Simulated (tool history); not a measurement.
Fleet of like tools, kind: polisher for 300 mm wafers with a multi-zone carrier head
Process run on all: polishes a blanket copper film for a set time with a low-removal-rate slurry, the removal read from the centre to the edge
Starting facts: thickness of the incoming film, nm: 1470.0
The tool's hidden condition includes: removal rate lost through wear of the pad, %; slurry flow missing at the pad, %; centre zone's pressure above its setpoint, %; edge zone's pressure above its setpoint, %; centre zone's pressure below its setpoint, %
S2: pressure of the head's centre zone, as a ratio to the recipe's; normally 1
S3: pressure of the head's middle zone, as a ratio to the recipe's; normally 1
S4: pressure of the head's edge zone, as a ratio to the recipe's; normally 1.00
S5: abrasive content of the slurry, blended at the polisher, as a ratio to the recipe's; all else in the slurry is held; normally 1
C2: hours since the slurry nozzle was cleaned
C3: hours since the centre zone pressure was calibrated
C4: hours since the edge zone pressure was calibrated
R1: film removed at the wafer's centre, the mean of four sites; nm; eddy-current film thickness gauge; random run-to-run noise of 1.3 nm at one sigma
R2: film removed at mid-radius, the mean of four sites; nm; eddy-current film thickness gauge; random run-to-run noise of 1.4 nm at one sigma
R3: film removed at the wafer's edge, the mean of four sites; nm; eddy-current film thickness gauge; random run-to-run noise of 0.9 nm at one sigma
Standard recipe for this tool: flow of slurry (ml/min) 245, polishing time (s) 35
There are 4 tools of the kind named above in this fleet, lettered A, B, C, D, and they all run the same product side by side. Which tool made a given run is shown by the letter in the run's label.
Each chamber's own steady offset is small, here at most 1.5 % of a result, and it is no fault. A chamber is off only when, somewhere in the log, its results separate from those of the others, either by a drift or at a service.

-- hour=4.4 chamber B: worn pad replaced by a new one
run 1B hour=13.9 | flow_of_slurry_(ml/min)=245 S2=1 S3=1 S4=1.00 S5=1 polishing_time_(s)=35 | wafers_polished_on_this_pad=173 C2=195.5 C3=1150.1 C4=986.0 | R1=140.38 R2=137.890 R3=136.91
run 2D hour=26.4 | flow_of_slurry_(ml/min)=245 S2=1 S3=1 S4=1.00 S5=1 polishing_time_(s)=35 | wafers_polished_on_this_pad=1343 C2=841.0 C3=57.1 C4=130.8 | R1=138.15 R2=139.860 R3=137.49
run 3C hour=39.3 | flow_of_slurry_(ml/min)=245 S2=1 S3=1 S4=1.00 S5=1 polishing_time_(s)=35 | wafers_polished_on_this_pad=1131 C2=282.4 C3=330.6 C4=1553.1 | R1=136.62 R2=137.820 R3=139.14
-- hour=40.2 chamber D: worn pad replaced by a new one
run 4A hour=51.6 | flow_of_slurry_(ml/min)=245 S2=1 S3=1 S4=1.00 S5=1 polishing_time_(s)=35 | wafers_polished_on_this_pad=1279 C2=531.1 C3=948.2 C4=623.1 | R1=136.70 R2=134.830 R3=137.99
-- hour=56.9 chamber C: worn pad replaced by a new one
run 5A hour=59.9 | flow_of_slurry_(ml/min)=245 S2=1 S3=1 S4=1.00 S5=1 polishing_time_(s)=35 | wafers_polished_on_this_pad=1430 C2=539.4 C3=956.5 C4=631.4 | R1=137.94 R2=135.740 R3=138.56
-- hour=60.9 chamber D: slurry nozzle cleaned
run 6B hour=66.2 | flow_of_slurry_(ml/min)=245 S2=1 S3=1 S4=1.00 S5=1 polishing_time_(s)=35 | wafers_polished_on_this_pad=1126 C2=247.8 C3=1202.4 C4=1038.3 | R1=137.24 R2=139.960 R3=137.14
-- hour=74.4 chamber B: worn pad replaced by a new one
run 7C hour=78.2 | flow_of_slurry_(ml/min)=245 S2=1 S3=1 S4=1.07 S5=1 polishing_time_(s)=35 | wafers_polished_on_this_pad=389 C2=321.3 C3=369.5 C4=1592.0 | R1=136.94 R2=135.860 R3=143.52
run 8D hour=87.6 | flow_of_slurry_(ml/min)=245 S2=1 S3=1 S4=1.07 S5=1 polishing_time_(s)=35 | wafers_polished_on_this_pad=863 C2=26.7 C3=118.3 C4=192.0 | R1=138.11 R2=137.680 R3=142.70
run 9A hour=94.5 | flow_of_slurry_(ml/min)=245 S2=1 S3=1 S4=1.07 S5=1 polishing_time_(s)=35 | wafers_polished_on_this_pad=2061 C2=574.0 C3=991.1 C4=666.0 | R1=140.10 R2=136.730 R3=143.44
-- hour=95.1 chamber B: centre zone pressure recalibrated
run 10C hour=106.3 | flow_of_slurry_(ml/min)=245 S2=1 S3=1 S4=1.07 S5=1 polishing_time_(s)=35 | wafers_polished_on_this_pad=900 C2=349.4 C3=397.6 C4=1620.1 | R1=135.52 R2=133.910 R3=143.85
run 11B hour=118.6 | flow_of_slurry_(ml/min)=245 S2=1 S3=1 S4=1.00 S5=1 polishing_time_(s)=35 | wafers_polished_on_this_pad=806 C2=300.2 C3=23.6 C4=1090.7 | R1=139.07 R2=139.930 R3=137.15
-- hour=122.1 chamber B: edge zone pressure recalibrated
-- hour=125.2 chamber C: slurry nozzle cleaned
run 12D hour=125.4 | flow_of_slurry_(ml/min)=245 S2=1 S3=1 S4=1.00 S5=1 polishing_time_(s)=35 | wafers_polished_on_this_pad=1551 C2=64.5 C3=156.1 C4=229.8 | R1=136.15 R2=138.660 R3=136.72
-- hour=126.7 chamber D: worn pad replaced by a new one
-- hour=134.2 chamber C: worn pad replaced by a new one
run 13A hour=136.4 | flow_of_slurry_(ml/min)=245 S2=1 S3=1 S4=1.00 S5=1 polishing_time_(s)=35 | wafers_polished_on_this_pad=2824 C2=615.9 C3=1033.0 C4=707.9 | R1=136.47 R2=136.090 R3=137.11
run 14D hour=145.1 | flow_of_slurry_(ml/min)=245 S2=1 S3=1 S4=1.00 S5=1 polishing_time_(s)=35 | wafers_polished_on_this_pad=336 C2=84.2 C3=175.8 C4=249.5 | R1=139.81 R2=138.340 R3=137.06
-- hour=151.2 chamber B: worn pad replaced by a new one
run 15B hour=151.6 | flow_of_slurry_(ml/min)=245 S2=1 S3=1 S4=1.00 S5=1 polishing_time_(s)=35 | wafers_polished_on_this_pad=8 C2=333.2 C3=56.6 C4=29.5 | R1=139.02 R2=140.350 R3=135.58
-- hour=152.7 chamber C: edge zone pressure recalibrated
run 16C hour=165.9 | flow_of_slurry_(ml/min)=245 S2=1 S3=1 S4=1.00 S5=1 polishing_time_(s)=35 | wafers_polished_on_this_pad=577 C2=40.8 C3=457.2 C4=13.3 | R1=137.24 R2=134.880 R3=138.71
run 17B hour=177.9 | flow_of_slurry_(ml/min)=245 S2=1 S3=1 S4=1.00 S5=1 polishing_time_(s)=35 | wafers_polished_on_this_pad=487 C2=359.5 C3=82.9 C4=55.8 | R1=137.45 R2=141.370 R3=136.97
run 18A hour=185.9 | flow_of_slurry_(ml/min)=245 S2=1 S3=1 S4=1.00 S5=1 polishing_time_(s)=35 | wafers_polished_on_this_pad=3725 C2=665.4 C3=1082.5 C4=757.4 | R1=136.61 R2=132.530 R3=135.30
run 19D hour=199.4 | flow_of_slurry_(ml/min)=245 S2=1 S3=1 S4=1.00 S5=1 polishing_time_(s)=35 | wafers_polished_on_this_pad=1325 C2=138.5 C3=230.1 C4=303.8 | R1=141.16 R2=138.020 R3=137.91
-- hour=199.9 chamber D: worn pad replaced by a new one
-- hour=208.8 chamber D: edge zone pressure recalibrated
-- hour=211.8 chamber B: slurry nozzle cleaned
run 20C hour=213.3 | flow_of_slurry_(ml/min)=245 S2=1 S3=1 S4=1.00 S5=1 polishing_time_(s)=35 | wafers_polished_on_this_pad=1441 C2=88.2 C3=504.6 C4=60.7 | R1=137.67 R2=136.830 R3=140.61
-- hour=217.9 chamber C: worn pad replaced by a new one
run 21B hour=225.8 | flow_of_slurry_(ml/min)=245 S2=1 S3=1 S4=1.00 S5=1 polishing_time_(s)=35 | wafers_polished_on_this_pad=1360 C2=14.1 C3=130.8 C4=103.7 | R1=138.49 R2=139.650 R3=137.22
-- hour=226.7 chamber B: worn pad replaced by a new one
run 22A hour=238.2 | flow_of_slurry_(ml/min)=245 S2=1 S3=1 S4=1.00 S5=1 polishing_time_(s)=35 | wafers_polished_on_this_pad=4678 C2=717.7 C3=1134.8 C4=809.7 | R1=134.97 R2=130.020 R3=134.75
run 23D hour=250.9 | flow_of_slurry_(ml/min)=245 S2=1 S3=1 S4=1.00 S5=1 polishing_time_(s)=35 | wafers_polished_on_this_pad=929 C2=190.0 C3=281.6 C4=42.1 | R1=138.55 R2=139.410 R3=137.24
run 24C hour=263.0 | flow_of_slurry_(ml/min)=245 S2=1 S3=1 S4=1.00 S5=1 polishing_time_(s)=35 | wafers_polished_on_this_pad=822 C2=137.9 C3=554.3 C4=110.4 | R1=138.46 R2=139.850 R3=139.98
-- hour=272.8 chamber D: worn pad replaced by a new one
run 25C hour=275.5 | flow_of_slurry_(ml/min)=245 S2=1 S3=1 S4=1.00 S5=1 polishing_time_(s)=35 | wafers_polished_on_this_pad=1050 C2=150.4 C3=566.8 C4=122.9 | R1=138.38 R2=139.110 R3=140.34
run 26A hour=285.9 | flow_of_slurry_(ml/min)=245 S2=1 S3=1 S4=1.00 S5=1 polishing_time_(s)=35 | wafers_polished_on_this_pad=5547 C2=765.4 C3=1182.5 C4=857.4 | R1=129.15 R2=131.510 R3=133.94
run 27B hour=293.8 | flow_of_slurry_(ml/min)=245 S2=1 S3=1 S4=1.00 S5=1 polishing_time_(s)=35 | wafers_polished_on_this_pad=1222 C2=82.1 C3=198.8 C4=171.7 | R1=139.14 R2=138.720 R3=136.88
run 28D hour=300.2 | flow_of_slurry_(ml/min)=245 S2=1 S3=1 S4=1.00 S5=1 polishing_time_(s)=35 | wafers_polished_on_this_pad=500 C2=239.3 C3=330.9 C4=91.4 | R1=139.01 R2=140.100 R3=137.83
-- hour=304.0 chamber C: worn pad replaced by a new one
run 29C hour=310.8 | flow_of_slurry_(ml/min)=245 S2=1 S3=1 S4=1.00 S5=1 polishing_time_(s)=35 | wafers_polished_on_this_pad=125 C2=185.7 C3=602.1 C4=158.2 | R1=136.54 R2=136.850 R3=137.88
-- hour=311.3 chamber A: centre zone pressure recalibrated
-- hour=313.0 chamber B: worn pad replaced by a new one
-- hour=321.1 chamber A: edge zone pressure recalibrated
run 30D hour=324.6 | flow_of_slurry_(ml/min)=245 S2=1 S3=1 S4=1.00 S5=1 polishing_time_(s)=35 | wafers_polished_on_this_pad=944 C2=263.7 C3=355.3 C4=115.8 | R1=136.23 R2=138.120 R3=137.86
run 31A hour=335.0 | flow_of_slurry_(ml/min)=245 S2=1 S3=1 S4=1.00 S5=1 polishing_time_(s)=35 | wafers_polished_on_this_pad=6441 C2=814.5 C3=23.7 C4=13.9 | R1=129.71 R2=127.430 R3=128.79
-- hour=345.9 chamber D: worn pad replaced by a new one
run 32B hour=347.9 | flow_of_slurry_(ml/min)=245 S2=1 S3=1 S4=1.00 S5=1 polishing_time_(s)=35 | wafers_polished_on_this_pad=637 C2=136.2 C3=252.9 C4=225.8 | R1=138.23 R2=136.080 R3=137.12
run 33B hour=356.4 | flow_of_slurry_(ml/min)=245 S2=1 S3=1 S4=1.00 S5=1 polishing_time_(s)=35 | wafers_polished_on_this_pad=792 C2=144.7 C3=261.4 C4=234.3 | R1=135.50 R2=139.740 R3=135.85
run 34A hour=365.5 | flow_of_slurry_(ml/min)=245 S2=1 S3=1 S4=1.00 S5=1 polishing_time_(s)=35 | wafers_polished_on_this_pad=6997 C2=845.0 C3=54.2 C4=44.4 | R1=127.36 R2=128.550 R3=129.90
-- hour=365.6 chamber C: centre zone pressure recalibrated
run 35D hour=377.4 | flow_of_slurry_(ml/min)=245 S2=1 S3=1 S4=1.00 S5=1 polishing_time_(s)=28 | wafers_polished_on_this_pad=573 C2=316.5 C3=408.1 C4=168.6 | R1=112.03 R2=108.230 R3=110.06
run 36C hour=391.4 | flow_of_slurry_(ml/min)=245 S2=1 S3=1 S4=1.00 S5=1 polishing_time_(s)=28 | wafers_polished_on_this_pad=1593 C2=266.3 C3=25.8 C4=238.8 | R1=109.46 R2=109.830 R3=110.62
run 37D hour=399.1 | flow_of_slurry_(ml/min)=245 S2=1 S3=1 S4=1.00 S5=1 polishing_time_(s)=28 | wafers_polished_on_this_pad=969 C2=338.2 C3=429.8 C4=190.3 | R1=110.61 R2=111.130 R3=110.49
run 38A hour=410.2 | flow_of_slurry_(ml/min)=245 S2=1 S3=1 S4=1.00 S5=1 polishing_time_(s)=28 | wafers_polished_on_this_pad=7811 C2=889.7 C3=98.9 C4=89.1 | R1=100.35 R2=99.071 R3=101.16

Does one chamber stand apart from the rest, does the shared gauge drift, or is all well apart from small per-chamber offsets? Give the chamber and the most likely cause, where there is one.

Chamber A drifts away from the others.
Cause: removal rate lost through wear of the pad, % = 8.05.
With only this log, it may be confused with: slurry flow missing at the pad, %.

Chamber A could run next with any of the 4 candidate recipes listed below; each alters the usual settings, and their results appear as question marks. Which one brings its results back in line with what the other chambers deliver on the usual settings?
In-line tolerance around the mean of the other chambers on the usual settings: R1 4.70 nm; R2 5.000 nm; R3 3.10 nm
run 39A-1 hour=420.6 | flow_of_slurry_(ml/min)=240 S2=1 S3=0.98 S4=1.01 S5=1 polishing_time_(s)=32 | R1=? R2=? R3=?
run 39A-2 hour=420.6 | flow_of_slurry_(ml/min)=245 S2=1 S3=0.99 S4=1.00 S5=1 polishing_time_(s)=34 | R1=? R2=? R3=?
run 39A-3 hour=420.6 | flow_of_slurry_(ml/min)=250 S2=1 S3=1.02 S4=0.99 S5=1 polishing_time_(s)=38 | R1=? R2=? R3=?
run 39A-4 hour=420.6 | flow_of_slurry_(ml/min)=245 S2=1 S3=1.01 S4=1.00 S5=1 polishing_time_(s)=36 | R1=? R2=? R3=?

Usual-settings mean across the other chambers: R1 137.74 nm; R2 138.360 nm; R3 137.57 nm
run=39A-1 R1=115.08 R2=110.480 R3=116.32
run=39A-2 R1=122.64 R2=118.800 R3=123.17
run=39A-3 R1=137.47 R2=136.830 R3=137.14
run=39A-4 R1=129.87 R2=128.140 R3=130.38
39A-3 is the one that brings the chamber's results back in line with the other chambers.
